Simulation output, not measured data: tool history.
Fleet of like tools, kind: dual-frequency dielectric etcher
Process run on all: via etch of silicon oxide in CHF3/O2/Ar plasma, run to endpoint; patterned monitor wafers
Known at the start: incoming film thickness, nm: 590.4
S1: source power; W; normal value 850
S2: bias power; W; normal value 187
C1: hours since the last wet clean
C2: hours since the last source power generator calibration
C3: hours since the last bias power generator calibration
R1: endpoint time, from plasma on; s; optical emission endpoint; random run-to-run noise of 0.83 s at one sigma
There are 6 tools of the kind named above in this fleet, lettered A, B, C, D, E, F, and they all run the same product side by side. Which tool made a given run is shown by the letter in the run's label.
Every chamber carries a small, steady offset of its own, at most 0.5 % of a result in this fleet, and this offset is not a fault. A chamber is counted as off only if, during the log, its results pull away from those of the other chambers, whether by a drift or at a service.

run	hour	S1	S2	C1	C2	C3	R1
1D	2.8	850	187	223.0	1036.8	1351.6	258.61
2F	6.6	850	187	74.3	4417.8	153.5	259.92
3B	11.2	850	187	552.4	1382.3	1647.2	260.15
4E	13.5	850	187	555.0	2541.0	3372.8	256.75
# hour 16.4: chamber B: wet clean of the chamber
5A	16.9	850	150	313.2	3128.3	969.6	278.29
6C	20.2	850	150	273.0	1034.5	3316.7	276.91
7A	22.3	850	150	318.6	3133.7	975.0	277.56
8C	24.7	850	150	277.5	1039.0	3321.2	277.29
9E	28.1	850	150	569.6	2555.6	3387.4	277.53
10B	31.8	850	150	15.5	1402.9	1667.8	279.43
11F	34.1	850	187	101.8	4445.3	181.0	259.84
12D	38.7	850	187	258.9	1072.7	1387.5	256.71
13D	42.8	850	187	263.0	1076.8	1391.6	257.12
14E	45.1	850	187	586.6	2572.6	3404.4	257.02
15B	47.5	850	187	31.2	1418.6	1683.5	259.82
16C	50.4	850	187	303.2	1064.7	3346.9	258.74
17F	53.3	970	202	121.0	4464.5	200.2	239.44
18A	56.3	970	202	352.6	3167.7	1009.0	240.50
19F	59.5	970	202	127.2	4470.7	206.4	241.36
20B	61.5	970	202	45.2	1432.6	1697.5	240.74
21C	63.7	970	202	316.5	1078.0	3360.2	238.98
22D	66.3	970	202	286.5	1100.3	1415.1	239.59
23A	69.8	850	187	366.1	3181.2	1022.5	259.88
24E	72.1	790	187	613.6	2599.6	3431.4	265.22
25B	74.5	790	187	58.2	1445.6	1710.5	265.32
# hour 76.5: chamber E: wet clean of the chamber
26F	79.1	790	187	146.8	4490.3	226.0	266.95
27C	81.3	790	187	334.1	1095.6	3377.8	265.55
# hour 83.2: chamber C: wet clean of the chamber
28D	84.5	790	187	304.7	1118.5	1433.3	265.11
29A	88.5	790	187	384.8	3199.9	1041.2	266.42
30E	90.6	850	187	14.2	2618.1	3449.9	257.47
31B	94.6	850	187	78.3	1465.7	1730.6	260.10
32C	96.8	850	187	13.6	1111.1	3393.3	270.56
33E	101.0	1030	215	24.6	2628.5	3460.3	227.89
34A	104.0	1030	215	400.3	3215.4	1056.7	229.25
35F	108.0	1030	215	175.7	4519.2	254.9	228.93
36D	111.0	1030	215	331.2	1145.0	1459.8	228.05
# hour 113.0: chamber A: wet clean of the chamber
37F	114.8	1030	215	182.5	4526.0	261.7	227.93
38B	119.0	1030	215	102.7	1490.1	1755.0	228.66
39C	123.5	850	187	40.3	1137.8	3420.0	268.02
40A	127.0	850	187	14.1	3238.4	1079.7	256.71
41E	129.8	850	187	53.4	2657.3	3489.1	257.35
42D	132.2	760	165	352.4	1166.2	1481.0	279.90
43B	135.2	760	165	118.9	1506.3	1771.2	280.64
44D	138.9	760	165	359.1	1172.9	1487.7	279.95

For the next run the whole fleet of 6 chambers uses the same settings. Give each chamber's results:
45A	142.2	850	143				?
45B	142.2	850	143				?
45C	142.2	850	143				?
45D	142.2	850	143				?
45E	142.2	850	143				?
45F	142.2	850	143				?

run	R1
45A	281.57
45B	281.53
45C	293.55
45D	281.85
45E	281.08
45F	282.04
